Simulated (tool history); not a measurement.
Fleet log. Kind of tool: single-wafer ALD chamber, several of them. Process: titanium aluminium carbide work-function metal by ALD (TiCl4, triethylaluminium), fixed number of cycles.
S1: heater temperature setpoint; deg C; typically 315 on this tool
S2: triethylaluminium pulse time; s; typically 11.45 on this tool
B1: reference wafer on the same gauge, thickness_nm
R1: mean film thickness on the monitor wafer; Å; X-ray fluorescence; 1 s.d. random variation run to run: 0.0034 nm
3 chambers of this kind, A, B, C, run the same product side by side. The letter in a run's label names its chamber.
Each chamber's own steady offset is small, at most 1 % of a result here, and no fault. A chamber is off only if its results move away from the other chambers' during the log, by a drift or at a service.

Run 1A, hour 11.1: usual settings; B1 2.2892. Result: R1 21.653 Å.
Run 2C, hour 18.3: usual settings; B1 2.2891. Result: R1 21.732 Å.
Run 3B, hour 26.8: usual settings; B1 2.2882. Result: R1 21.657 Å.
Run 4B, hour 32.5: usual settings; B1 2.2887. Result: R1 21.639 Å.
Run 5A, hour 44.5: usual settings but S2 8.97 s; B1 2.2878. Result: R1 21.124 Å.
Run 6C, hour 53.4: usual settings but S2 8.97 s; B1 2.2876. Result: R1 21.120 Å.
Run 7C, hour 64.9: usual settings but S2 8.97 s; B1 2.2862. Result: R1 21.042 Å.
Run 8B, hour 71.2: usual settings; B1 2.2864. Result: R1 21.612 Å.
Run 9A, hour 80.7: usual settings; B1 2.2862. Result: R1 21.711 Å.
Run 10C, hour 88.2: usual settings but S1 327 deg C; B1 2.2849. Result: R1 22.740 Å.
Run 11B, hour 98.3: usual settings but S1 327 deg C; B1 2.2846. Result: R1 22.680 Å.
Run 12A, hour 107.4: usual settings but S1 327 deg C; B1 2.2842. Result: R1 22.679 Å.
Run 13C, hour 117.5: usual settings; B1 2.2842. Result: R1 21.672 Å.
Run 14B, hour 124.4: usual settings; B1 2.2838. Result: R1 21.559 Å.
Run 15A, hour 136.3: usual settings; B1 2.2830. Result: R1 21.703 Å.
Run 16B, hour 144.0: usual settings; B1 2.2826. Result: R1 21.557 Å.
Run 17C, hour 153.4: usual settings; B1 2.2814. Result: R1 21.625 Å.
Run 18A, hour 165.1: usual settings; B1 2.2823. Result: R1 21.577 Å.
Run 19A, hour 176.1: usual settings; B1 2.2814. Result: R1 21.609 Å.
Run 20B, hour 185.5: usual settings but S1 309 deg C, S2 8.77 s; B1 2.2805. Result: R1 20.295 Å.
Run 21C, hour 194.9: usual settings but S1 309 deg C, S2 8.77 s; B1 2.2804. Result: R1 20.390 Å.
Run 22C, hour 204.2: usual settings but S1 309 deg C, S2 8.77 s; B1 2.2792. Result: R1 20.494 Å.
Run 23B, hour 212.9: usual settings; B1 2.2790. Result: R1 21.587 Å.
Run 24A, hour 221.1: usual settings; B1 2.2781. Result: R1 21.664 Å.
Run 25B, hour 233.4: usual settings; B1 2.2785. Result: R1 21.597 Å.
Run 26C, hour 240.2: usual settings; B1 2.2766. Result: R1 21.651 Å.
Run 27A, hour 250.5: usual settings but S1 310 deg C, S2 13.98 s; B1 2.2772. Result: R1 21.354 Å.
Run 28C, hour 258.3: usual settings but S1 310 deg C, S2 13.98 s; B1 2.2760. Result: R1 21.350 Å.
Run 29A, hour 267.7: usual settings but S1 310 deg C, S2 13.98 s; B1 2.2757. Result: R1 21.337 Å.

Next, all 3 chambers run the settings below, one line each with question marks for the results. What does each chamber give?
Run 30A, hour 276.7: usual settings but S1 303 deg C. Result: R1 ?.
Run 30B, hour 276.7: usual settings but S1 303 deg C. Result: R1 ?.
Run 30C, hour 276.7: usual settings but S1 303 deg C. Result: R1 ?.

run      R1
30A  20.521
30B  20.401
30C  20.551
